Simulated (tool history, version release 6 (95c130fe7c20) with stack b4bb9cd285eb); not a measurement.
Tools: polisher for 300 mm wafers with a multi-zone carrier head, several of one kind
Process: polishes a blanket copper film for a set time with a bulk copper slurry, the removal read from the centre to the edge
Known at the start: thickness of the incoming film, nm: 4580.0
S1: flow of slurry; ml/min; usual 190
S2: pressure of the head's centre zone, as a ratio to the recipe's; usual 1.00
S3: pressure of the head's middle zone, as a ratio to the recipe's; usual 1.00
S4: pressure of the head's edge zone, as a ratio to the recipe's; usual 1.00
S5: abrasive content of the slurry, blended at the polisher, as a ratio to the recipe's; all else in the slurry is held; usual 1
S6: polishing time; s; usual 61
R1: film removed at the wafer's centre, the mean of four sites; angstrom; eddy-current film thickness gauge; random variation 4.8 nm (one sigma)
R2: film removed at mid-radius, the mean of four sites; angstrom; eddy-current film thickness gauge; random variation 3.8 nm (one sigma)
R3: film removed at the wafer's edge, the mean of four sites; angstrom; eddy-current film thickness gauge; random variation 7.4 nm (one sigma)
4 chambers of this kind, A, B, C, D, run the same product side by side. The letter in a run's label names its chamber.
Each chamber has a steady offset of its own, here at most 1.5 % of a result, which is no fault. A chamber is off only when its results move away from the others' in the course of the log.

run,day,S1,S2,S3,S4,S5,S6,R1,R2,R3
# day 0.092: chamber A: edge zone pressure recalibrated
# day 0.212: chamber A: worn pad replaced by a new one
1A,0.342,190,1.00,1.00,1.00,1,61,5458.6,5417.5,5395.3
# day 0.529: chamber B: worn pad replaced by a new one
2C,0.792,190,1.00,1.00,1.00,1,61,5379.0,5359.5,5387.3
3D,1.200,190,1.00,1.00,1.00,1,61,5417.7,5446.1,5486.6
# day 1.250: chamber C: slurry nozzle cleaned
4B,1.521,190,1.00,1.00,1.00,1,61,5423.8,5333.0,5540.2
5A,1.800,190,1.00,1.00,1.00,1,61,5501.3,5446.6,5381.1
6C,2.104,190,0.96,1.05,1.00,1,61,5152.9,5643.9,5383.4
# day 2.321: chamber A: worn pad replaced by a new one
7B,2.388,190,0.96,1.05,1.00,1,61,5225.9,5591.2,5394.7
# day 2.433: chamber D: worn pad replaced by a new one
8D,2.658,190,0.96,1.05,1.00,1,61,5143.3,5693.3,5398.8
9C,2.875,190,0.96,1.05,1.00,1,61,5117.6,5644.4,5432.2
10B,3.192,190,1.00,1.00,1.00,1,61,5438.9,5361.1,5391.6
11D,3.521,190,1.00,1.00,1.00,1,61,5451.2,5458.4,5521.0
# day 3.746: chamber B: worn pad replaced by a new one
12A,3.867,190,1.00,1.00,1.00,1,61,5357.6,5433.1,5452.0
13B,4.242,190,1.00,1.00,1.11,1,77,6807.1,6805.7,7245.2
# day 4.304: chamber A: slurry nozzle cleaned
# day 4.342: chamber A: worn pad replaced by a new one
14D,4.533,190,1.00,1.00,1.11,1,77,6808.7,6760.8,7181.0
15A,4.804,190,1.00,1.00,1.11,1,77,6946.2,6825.1,7229.8
16C,5.075,190,1.00,1.00,1.11,1,77,6543.6,6576.8,6949.7
17B,5.500,190,1.00,1.00,1.00,1,61,5464.1,5367.6,5415.6
18C,5.817,190,1.00,1.00,1.00,1,61,5200.5,5086.1,5373.5
19D,6.108,190,1.00,1.00,1.00,1,61,5469.5,5434.0,5306.9
# day 6.200: chamber A: worn pad replaced by a new one
# day 6.362: chamber D: worn pad replaced by a new one
# day 6.446: chamber B: worn pad replaced by a new one
20A,6.554,190,1.00,0.89,1.00,1,80,7143.0,6409.6,7210.7
21A,6.854,190,1.00,0.89,1.00,1,80,7143.5,6408.7,7099.1
22C,7.071,190,1.00,0.89,1.00,1,80,6517.4,5892.0,6529.7
23D,7.383,190,1.00,0.89,1.00,1,80,7071.8,6415.9,7045.7
24B,7.617,190,1.00,1.00,1.00,1,61,5373.2,5403.4,5470.8
25C,8.021,190,1.00,1.00,1.00,1,61,4858.5,4920.8,4831.5
26B,8.283,190,1.00,1.00,1.00,1,61,5337.1,5315.6,5530.6
# day 8.354: chamber A: worn pad replaced by a new one
27D,8.529,190,1.00,1.00,1.00,1,61,5424.2,5421.4,5427.1
28A,8.842,190,1.00,1.00,1.00,1,61,5394.3,5457.6,5350.4

Next, every chamber runs the same settings. What will each give?
29A,9.183,190,1.00,1.00,1.00,1,79,?,?,?
29B,9.183,190,1.00,1.00,1.00,1,79,?,?,?
29C,9.183,190,1.00,1.00,1.00,1,79,?,?,?
29D,9.183,190,1.00,1.00,1.00,1,79,?,?,?

run,R1,R2,R3
29A,7086.4,6959.9,6912.9
29B,6970.9,6915.0,6849.1
29C,6020.9,6192.5,6089.6
29D,6993.7,6937.5,7034.2
